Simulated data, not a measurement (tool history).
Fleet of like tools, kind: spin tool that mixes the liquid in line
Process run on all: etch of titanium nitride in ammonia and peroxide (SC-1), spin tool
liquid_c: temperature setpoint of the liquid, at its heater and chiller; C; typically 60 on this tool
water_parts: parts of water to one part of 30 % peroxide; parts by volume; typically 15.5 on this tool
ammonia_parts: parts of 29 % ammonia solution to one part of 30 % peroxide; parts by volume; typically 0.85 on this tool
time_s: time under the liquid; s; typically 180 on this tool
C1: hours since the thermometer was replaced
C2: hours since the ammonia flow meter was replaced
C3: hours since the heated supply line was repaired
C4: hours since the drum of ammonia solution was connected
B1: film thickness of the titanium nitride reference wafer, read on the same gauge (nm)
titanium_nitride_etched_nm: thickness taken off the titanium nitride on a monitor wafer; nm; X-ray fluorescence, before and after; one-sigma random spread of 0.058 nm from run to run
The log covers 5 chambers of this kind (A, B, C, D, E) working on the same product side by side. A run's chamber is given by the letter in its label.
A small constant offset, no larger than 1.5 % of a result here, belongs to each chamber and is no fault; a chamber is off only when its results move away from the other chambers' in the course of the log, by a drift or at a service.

{"run": "1D", "hour": 4.3, "liquid_c": 60, "water_parts": 15.5, "ammonia_parts": 0.85, "time_s": 180, "C1": 1562.1, "C2": 214.3, "C3": 3396.4, "C4": 397.2, "B1": 60.019, "titanium_nitride_etched_nm": 15.03}
{"run": "2A", "hour": 7.2, "liquid_c": 60, "water_parts": 15.5, "ammonia_parts": 0.85, "time_s": 180, "C1": 220.5, "C2": 354.1, "C3": 929.3, "C4": 13.3, "B1": 59.995, "titanium_nitride_etched_nm": 14.778}
{"run": "3C", "hour": 9.9, "liquid_c": 60, "water_parts": 15.5, "ammonia_parts": 0.85, "time_s": 180, "C1": 930.5, "C2": 398.3, "C3": 998.6, "C4": 347, "B1": 60.01, "titanium_nitride_etched_nm": 14.774}
{"run": "4E", "hour": 12.6, "liquid_c": 60, "water_parts": 15.5, "ammonia_parts": 0.85, "time_s": 180, "C1": 268, "C2": 1999.4, "C3": 245.2, "C4": 238.2, "B1": 60.024, "titanium_nitride_etched_nm": 15.032}
{"run": "5B", "hour": 15.0, "liquid_c": 60, "water_parts": 15.5, "ammonia_parts": 0.85, "time_s": 180, "C1": 1057.7, "C2": 1624.3, "C3": 1085.2, "C4": 229.8, "B1": 60.009, "titanium_nitride_etched_nm": 14.939}
{"run": "6D", "hour": 18.6, "liquid_c": 54.5, "water_parts": 15.5, "ammonia_parts": 1.05, "time_s": 180, "C1": 1576.4, "C2": 228.6, "C3": 3410.7, "C4": 411.5, "B1": 60.005, "titanium_nitride_etched_nm": 10.672}
{"run": "7E", "hour": 23.7, "liquid_c": 54.5, "water_parts": 15.5, "ammonia_parts": 1.05, "time_s": 180, "C1": 279.1, "C2": 2010.5, "C3": 256.3, "C4": 249.3, "B1": 59.956, "titanium_nitride_etched_nm": 10.742}
{"run": "8B", "hour": 26.1, "liquid_c": 54.5, "water_parts": 15.5, "ammonia_parts": 1.05, "time_s": 180, "C1": 1068.8, "C2": 1635.4, "C3": 1096.3, "C4": 240.9, "B1": 59.994, "titanium_nitride_etched_nm": 10.718}
{"run": "9C", "hour": 31.1, "liquid_c": 54.5, "water_parts": 15.5, "ammonia_parts": 1.05, "time_s": 180, "C1": 951.7, "C2": 419.5, "C3": 1019.8, "C4": 368.2, "B1": 60.002, "titanium_nitride_etched_nm": 10.619}
{"run": "10A", "hour": 35.4, "liquid_c": 54.5, "water_parts": 15.5, "ammonia_parts": 1.05, "time_s": 180, "C1": 248.7, "C2": 382.3, "C3": 957.5, "C4": 41.5, "B1": 60.032, "titanium_nitride_etched_nm": 10.578}
{"run": "11A", "hour": 40.4, "liquid_c": 60, "water_parts": 15.5, "ammonia_parts": 0.85, "time_s": 180, "C1": 253.7, "C2": 387.3, "C3": 962.5, "C4": 46.5, "B1": 60.007, "titanium_nitride_etched_nm": 14.87}
{"hour": 41.4, "done": "chamber D: heated supply line repaired"}
{"run": "12C", "hour": 45.6, "liquid_c": 60, "water_parts": 15.5, "ammonia_parts": 0.85, "time_s": 180, "C1": 966.2, "C2": 434, "C3": 1034.3, "C4": 382.7, "B1": 60.016, "titanium_nitride_etched_nm": 14.812}
{"run": "13B", "hour": 49.1, "liquid_c": 65.5, "water_parts": 15.5, "ammonia_parts": 0.85, "time_s": 105, "C1": 1091.8, "C2": 1658.4, "C3": 1119.3, "C4": 263.9, "B1": 60.017, "titanium_nitride_etched_nm": 12.436}
{"run": "14E", "hour": 52.7, "liquid_c": 65.5, "water_parts": 15.5, "ammonia_parts": 0.85, "time_s": 105, "C1": 308.1, "C2": 2039.5, "C3": 285.3, "C4": 278.3, "B1": 59.999, "titanium_nitride_etched_nm": 12.429}
{"run": "15D", "hour": 55.9, "liquid_c": 65.5, "water_parts": 15.5, "ammonia_parts": 0.85, "time_s": 105, "C1": 1613.7, "C2": 265.9, "C3": 14.6, "C4": 448.8, "B1": 59.995, "titanium_nitride_etched_nm": 12.556}
{"run": "16E", "hour": 60.0, "liquid_c": 65.5, "water_parts": 15.5, "ammonia_parts": 0.85, "time_s": 105, "C1": 315.4, "C2": 2046.8, "C3": 292.6, "C4": 285.6, "B1": 59.991, "titanium_nitride_etched_nm": 12.416}
{"run": "17C", "hour": 63.4, "liquid_c": 65.5, "water_parts": 15.5, "ammonia_parts": 0.85, "time_s": 105, "C1": 984, "C2": 451.8, "C3": 1052.1, "C4": 400.5, "B1": 59.978, "titanium_nitride_etched_nm": 12.385}
{"run": "18A", "hour": 67.4, "liquid_c": 60, "water_parts": 15.5, "ammonia_parts": 0.85, "time_s": 180, "C1": 280.7, "C2": 414.3, "C3": 989.5, "C4": 73.5, "B1": 60.004, "titanium_nitride_etched_nm": 14.866}
{"run": "19B", "hour": 71.5, "liquid_c": 60, "water_parts": 15.5, "ammonia_parts": 0.85, "time_s": 180, "C1": 1114.2, "C2": 1680.8, "C3": 1141.7, "C4": 286.3, "B1": 60.027, "titanium_nitride_etched_nm": 14.967}
{"run": "20D", "hour": 76.5, "liquid_c": 60, "water_parts": 15.5, "ammonia_parts": 0.85, "time_s": 180, "C1": 1634.3, "C2": 286.5, "C3": 35.2, "C4": 469.4, "B1": 60.007, "titanium_nitride_etched_nm": 15.091}
{"run": "21C", "hour": 81.2, "liquid_c": 60, "water_parts": 15.5, "ammonia_parts": 0.85, "time_s": 180, "C1": 1001.8, "C2": 469.6, "C3": 1069.9, "C4": 418.3, "B1": 59.982, "titanium_nitride_etched_nm": 15.197}
{"hour": 82.3, "done": "chamber E: ammonia flow meter replaced"}
{"run": "22A", "hour": 83.8, "liquid_c": 60, "water_parts": 15.5, "ammonia_parts": 0.85, "time_s": 180, "C1": 297.1, "C2": 430.7, "C3": 1005.9, "C4": 89.9, "B1": 60.033, "titanium_nitride_etched_nm": 14.885}
{"run": "23E", "hour": 88.0, "liquid_c": 60, "water_parts": 15.5, "ammonia_parts": 0.85, "time_s": 180, "C1": 343.4, "C2": 5.8, "C3": 320.6, "C4": 313.6, "B1": 60.008, "titanium_nitride_etched_nm": 15.011}
{"hour": 88.3, "done": "chamber E: new drum of ammonia solution connected"}
{"run": "24D", "hour": 91.1, "liquid_c": 60, "water_parts": 15.5, "ammonia_parts": 0.85, "time_s": 180, "C1": 1648.9, "C2": 301.1, "C3": 49.8, "C4": 484, "B1": 59.993, "titanium_nitride_etched_nm": 14.992}
{"run": "25B", "hour": 95.9, "liquid_c": 60, "water_parts": 23.5, "ammonia_parts": 1.05, "time_s": 180, "C1": 1138.6, "C2": 1705.2, "C3": 1166.1, "C4": 310.7, "B1": 60.022, "titanium_nitride_etched_nm": 12.328}
{"run": "26C", "hour": 100.9, "liquid_c": 60, "water_parts": 23.5, "ammonia_parts": 1.05, "time_s": 180, "C1": 1021.5, "C2": 489.3, "C3": 1089.6, "C4": 438, "B1": 59.997, "titanium_nitride_etched_nm": 12.596}
{"run": "27A", "hour": 103.8, "liquid_c": 60, "water_parts": 23.5, "ammonia_parts": 1.05, "time_s": 180, "C1": 317.1, "C2": 450.7, "C3": 1025.9, "C4": 109.9, "B1": 59.991, "titanium_nitride_etched_nm": 12.257}
{"run": "28D", "hour": 106.4, "liquid_c": 60, "water_parts": 23.5, "ammonia_parts": 1.05, "time_s": 180, "C1": 1664.2, "C2": 316.4, "C3": 65.1, "C4": 499.3, "B1": 60.058, "titanium_nitride_etched_nm": 12.322}
{"run": "29B", "hour": 109.7, "liquid_c": 60, "water_parts": 23.5, "ammonia_parts": 1.05, "time_s": 180, "C1": 1152.4, "C2": 1719, "C3": 1179.9, "C4": 324.5, "B1": 60.044, "titanium_nitride_etched_nm": 12.25}
{"run": "30E", "hour": 114.7, "liquid_c": 60, "water_parts": 15.5, "ammonia_parts": 0.85, "time_s": 180, "C1": 370.1, "C2": 32.5, "C3": 347.3, "C4": 26.5, "B1": 60.006, "titanium_nitride_etched_nm": 14.948}

For the next run the whole fleet of 5 chambers uses the same settings. Give each chamber's results:
{"run": "31A", "hour": 118.4, "liquid_c": 60, "water_parts": 15.5, "ammonia_parts": 0.85, "time_s": 180, "titanium_nitride_etched_nm": "?"}
{"run": "31B", "hour": 118.4, "liquid_c": 60, "water_parts": 15.5, "ammonia_parts": 0.85, "time_s": 180, "titanium_nitride_etched_nm": "?"}
{"run": "31C", "hour": 118.4, "liquid_c": 60, "water_parts": 15.5, "ammonia_parts": 0.85, "time_s": 180, "titanium_nitride_etched_nm": "?"}
{"run": "31D", "hour": 118.4, "liquid_c": 60, "water_parts": 15.5, "ammonia_parts": 0.85, "time_s": 180, "titanium_nitride_etched_nm": "?"}
{"run": "31E", "hour": 118.4, "liquid_c": 60, "water_parts": 15.5, "ammonia_parts": 0.85, "time_s": 180, "titanium_nitride_etched_nm": "?"}

run=31A titanium_nitride_etched_nm=14.845
run=31B titanium_nitride_etched_nm=14.898
run=31C titanium_nitride_etched_nm=15.375
run=31D titanium_nitride_etched_nm=15.084
run=31E titanium_nitride_etched_nm=14.923
